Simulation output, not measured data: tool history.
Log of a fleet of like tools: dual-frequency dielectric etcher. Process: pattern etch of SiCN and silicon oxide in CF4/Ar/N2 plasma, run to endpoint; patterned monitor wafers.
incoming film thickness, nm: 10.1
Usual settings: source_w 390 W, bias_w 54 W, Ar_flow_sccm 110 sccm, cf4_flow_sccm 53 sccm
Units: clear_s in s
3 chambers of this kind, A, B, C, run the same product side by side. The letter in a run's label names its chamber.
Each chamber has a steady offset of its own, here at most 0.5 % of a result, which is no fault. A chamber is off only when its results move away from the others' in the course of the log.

run    day  source_w  bias_w  Ar_flow_sccm  cf4_flow_sccm  hours since the last wet clean  hours since the last source power generator calibration  hours since the last bias power generator calibration  hours since the last Ar flow controller change  hours since the last CF4 flow controller change  clear_s
 1A  0.196       390      54           110             53                           204.3                                                   3558.6                                                 2807.1                                          3643.7                                           2448.6   15.558
 2B  0.517       390      54           110             53                           263.3                                                    109.6                                                 1969.1                                           628.7                                            661.5   15.597
 3C  0.700       390      54           110             53                            45.0                                                    990.2                                                  558.6                                          2109.0                                           2312.9   15.643
 4C  1.046       390      54           110             53                            53.3                                                    998.5                                                  566.9                                          2117.3                                           2321.2   15.533
 5A  1.275       390      54           110             53                           230.2                                                   3584.5                                                 2833.0                                          3669.6                                           2474.5   15.638
 6B  1.500       390      54           110             53                           286.9                                                    133.2                                                 1992.7                                           652.3                                            685.1   15.701
 7B  1.783       390      54           110             53                           293.7                                                    140.0                                                 1999.5                                           659.1                                            691.9   15.784
 8C  2.046       390      54           110             53                            77.3                                                   1022.5                                                  590.9                                          2141.3                                           2345.2   15.483
 9A  2.200       390      54           110             53                           252.4                                                   3606.7                                                 2855.2                                          3691.8                                           2496.7   15.414
10C  2.467       390      54           110             53                            87.4                                                   1032.6                                                  601.0                                          2151.4                                           2355.3   15.545
11B  2.733       390      54           110             53                           316.5                                                    162.8                                                 2022.3                                           681.9                                            714.7   15.552
12A  2.988       390      54           110             53                           271.3                                                   3625.6                                                 2874.1                                          3710.7                                           2515.6   15.375
13B  3.271       390      54           110             53                           329.4                                                    175.7                                                 2035.2                                           694.8                                            727.6   15.616
14A  3.562       390      54           110             53                           285.1                                                   3639.4                                                 2887.9                                          3724.5                                           2529.4   15.492
15C  3.871       390      54           110             53                           121.1                                                   1066.3                                                  634.7                                          2185.1                                           2389.0   15.520
16C  4.117       390      54           110             53                           127.0                                                   1072.2                                                  640.6                                          2191.0                                           2394.9   15.554
17A  4.312       390      54           110             53                           303.1                                                   3657.4                                                 2905.9                                          3742.5                                           2547.4   15.443
18B  4.508       390      54           110             53                           359.1                                                    205.4                                                 2064.9                                           724.5                                            757.3   15.719
19A  4.825       390      54           110             53                           315.4                                                   3669.7                                                 2918.2                                          3754.8                                           2559.7   15.539
20C  5.075       390      54           110             53                           150.0                                                   1095.2                                                  663.6                                          2214.0                                           2417.9   15.524
21B  5.312       390      54           110             53                           378.4                                                    224.7                                                 2084.2                                           743.8                                            776.6   15.936
22B  5.479       390      54           110             53                           382.4                                                    228.7                                                 2088.2                                           747.8                                            780.6   15.988
23C  5.696       390      54           110             53                           164.9                                                   1110.1                                                  678.5                                          2228.9                                           2432.8   15.583
24A  5.933       390      54           110             53                           342.0                                                   3696.3                                                 2944.8                                          3781.4                                           2586.3   15.507
25C  6.275       340      54           100             53                           178.8                                                   1124.0                                                  692.4                                          2242.8                                           2446.7   17.192
26B  6.604       340      54           100             53                           409.4                                                    255.7                                                 2115.2                                           774.8                                            807.6   17.752
27A  6.783       340      54           100             53                           362.4                                                   3716.7                                                 2965.2                                          3801.8                                           2606.7   17.231
28C  7.075       390      54           110             53                           198.0                                                   1143.2                                                  711.6                                          2262.0                                           2465.9   15.591
29B  7.288       390      54           110             53                           425.8                                                    272.1                                                 2131.6                                           791.2                                            824.0   16.212

All 3 chambers run these settings next. Forecast each chamber's results:
30A  7.538       390      54           110             53                                                                                                                                                                                                                                                         ?
30B  7.538       390      54           110             53                                                                                                                                                                                                                                                         ?
30C  7.538       390      54           110             53                                                                                                                                                                                                                                                         ?

run  clear_s
30A   15.496
30B   16.459
30C   15.625
